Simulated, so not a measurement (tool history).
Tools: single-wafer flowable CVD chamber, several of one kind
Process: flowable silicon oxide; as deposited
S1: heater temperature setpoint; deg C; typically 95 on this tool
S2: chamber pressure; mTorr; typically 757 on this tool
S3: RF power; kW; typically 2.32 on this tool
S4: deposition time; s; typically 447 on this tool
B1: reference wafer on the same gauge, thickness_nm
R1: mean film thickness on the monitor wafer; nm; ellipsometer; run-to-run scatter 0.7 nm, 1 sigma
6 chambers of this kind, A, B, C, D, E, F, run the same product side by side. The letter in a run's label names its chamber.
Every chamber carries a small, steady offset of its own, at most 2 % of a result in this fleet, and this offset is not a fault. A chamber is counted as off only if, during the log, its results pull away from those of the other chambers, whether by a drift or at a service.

run   hour   S1   S2    S3   S4      B1      R1
 1F   12.8   95  757  2.32  447  250.05  303.68
 2A   21.3   95  757  2.32  447  249.92  304.89
 3C   34.7   95  757  2.32  447  249.92  299.95
 4E   43.5   95  757  2.32  447  249.96  306.91
 5D   56.8   95  757  2.32  447  249.99  302.54
 6B   67.8   95  757  2.32  447  250.18  305.64
      78.1  -- chamber B: capacitance manometer re-zeroed and calibrated
 7B   80.1   95  757  2.32  447  249.91  304.82
 8C     90   95  757  2.32  447     250  298.84
 9F  102.1   95  757  2.32  447  250.03  302.68
10A  109.6   95  757  2.32  447  249.99  306.25
11E  122.5   95  757  2.32  447  249.96  305.54
12D  134.5  105  757  2.32  447  250.16  216.45
13A  146.5  105  757  2.32  447  249.99  218.79
     158.3  -- chamber D: RF generator calibrated
14E  159.8  105  757  2.32  447  249.93   219.1
15F  174.7  105  757  2.32  447     250  218.11
16B    182  105  757  2.32  447     250  219.59
17C  195.3  105  757  2.32  447  250.09  213.31
18D  202.5   95  757  2.32  447  249.87  303.39
19E    212   95  757  2.32  447  249.99  305.71
20C  219.1   95  757  2.32  447  250.02  299.04
     223.6  -- chamber A: capacitance manometer re-zeroed and calibrated
21B  230.6   95  757  2.32  447  249.94  304.69
22F  243.7  105  757  2.32  447  249.84  216.97
23D  253.9  105  757  2.32  447  250.02  216.16
24A    268  105  757  2.32  447  249.92  219.46
25E  281.1  105  757  2.32  447  250.09  219.41
     285.8  -- chamber D: capacitance manometer re-zeroed and calibrated
26B  289.5  105  757  2.32  447  250.04  219.78
27A  304.2  105  757  2.32  447  250.01  219.89
     313.7  -- chamber A: RF generator calibrated
28C  318.3   95  757  2.32  447  249.91  299.54
29F  329.6   95  757  2.32  447  250.12  299.97
30D  340.2   95  757  2.32  447  249.97  302.92
31D    352   95  757  2.32  447  250.03   303.1
32B  365.4   95  757  2.32  447  249.98  305.78
33F  374.6   95  757  2.32  447  249.92  299.16
34C  384.3   84  757  2.32  369  249.89  350.87
     389.2  -- chamber A: thermocouple changed; heater temperature recalibrated
35E    391   84  757  2.32  369  249.99  358.86
36A  405.3   84  757  2.32  369  250.05  355.75
37C  412.7   84  757  2.32  369  250.06  351.15
38D  427.5   84  757  2.32  369  249.96  355.49
39A  434.3   84  757  2.32  369  249.95  357.46
     443.1  -- chamber C: RF generator calibrated
40B  448.6   95  757  2.32  447     250  305.34
41E  459.5   95  757  2.32  447  249.98   306.7
42F  469.7   95  757  2.32  447  250.12  298.11
43C  478.2   95  757  2.32  447  249.93  300.45
44E    487   85  757  2.67  447  250.13  428.65

Is one chamber out of step, is the gauge drifting, or do the chambers differ by no more than their own small offsets? For an off chamber, give its letter and the likeliest cause.

Little by little, chamber F moves away from the other chambers.
Likeliest cause: true pressure below the setpoint (%) = 1.81.
With only this log, it may be confused with: wafer temperature above the value expected at the setpoint (K).

Below are 4 candidate recipes for chamber F's next run, each the usual settings with a change, their results shown as question marks. Which of them brings F's results back in line with what the other chambers give on the usual settings?
A result is in line if it is within this distance of the other chambers' mean on the usual settings: R1 2.4 nm
45F-1  497.7  95  757  2.31  436       ?
45F-2  497.7  95  768  2.32  450       ?
45F-3  497.7  95  757  2.32  469       ?
45F-4  497.7  96  749  2.32  445       ?

Other chambers, usual settings, mean: R1 304.24 nm
  run      R1
45F-1   288.5
45F-2  303.59
45F-3  310.53
45F-4  281.27
Change 45F-2 lands the chamber within the allowed miss of the other chambers.
